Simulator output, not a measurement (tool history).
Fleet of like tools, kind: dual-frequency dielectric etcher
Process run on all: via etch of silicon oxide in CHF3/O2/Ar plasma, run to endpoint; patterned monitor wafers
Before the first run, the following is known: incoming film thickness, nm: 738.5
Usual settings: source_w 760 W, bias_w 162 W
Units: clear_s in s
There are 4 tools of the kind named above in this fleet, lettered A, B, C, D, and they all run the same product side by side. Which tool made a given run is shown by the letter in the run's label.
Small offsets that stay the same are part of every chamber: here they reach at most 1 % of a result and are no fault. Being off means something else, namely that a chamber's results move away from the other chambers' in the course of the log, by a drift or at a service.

run	hour	source_w	bias_w	clear_s
1A	7	760	162	354.53
2D	12.6	760	162	357.72
3B	22.8	760	162	354.42
4C	32.7	760	162	350.33
5B	37.8	760	162	352.57
6D	47.9	760	162	356.4
# hour 52.2: chamber A: wet clean of the chamber
7A	53.6	760	162	355.14
# hour 55.1: chamber B: wet clean of the chamber
8C	62.7	760	162	347.58
9A	71.3	760	162	353.58
10B	79.5	760	162	353.48
11D	90.2	760	162	353.15
12C	95.9	760	162	351.63
13B	102.8	760	162	354.47
14D	111.6	760	162	358.16
15C	117.6	760	162	352.99
16A	126.5	760	162	355.95
17A	132	760	162	355.89
18C	139.6	760	162	355.63
19D	144.8	760	162	353.03
20B	154.2	760	162	354.47
# hour 162.3: chamber C: wet clean of the chamber
21A	164.5	760	162	357.22
22B	172.3	760	162	358.73
23C	180.3	760	162	352.38
24D	188.5	680	144	383.73
# hour 189.9: chamber D: wet clean of the chamber
25A	198.8	680	144	386.21
26D	206.7	680	144	382.73
27B	214.7	680	144	384.15
28C	220.6	760	162	351.27
29C	227.8	760	162	352.21
30A	238.4	760	162	355.77
31D	248.8	760	162	351.48

Is one chamber out of step, is the gauge drifting, or do the chambers differ by no more than their own small offsets? For an off chamber, give its letter and the likeliest cause.

No chamber stands off beyond its own small offset, and the gauge holds steady.
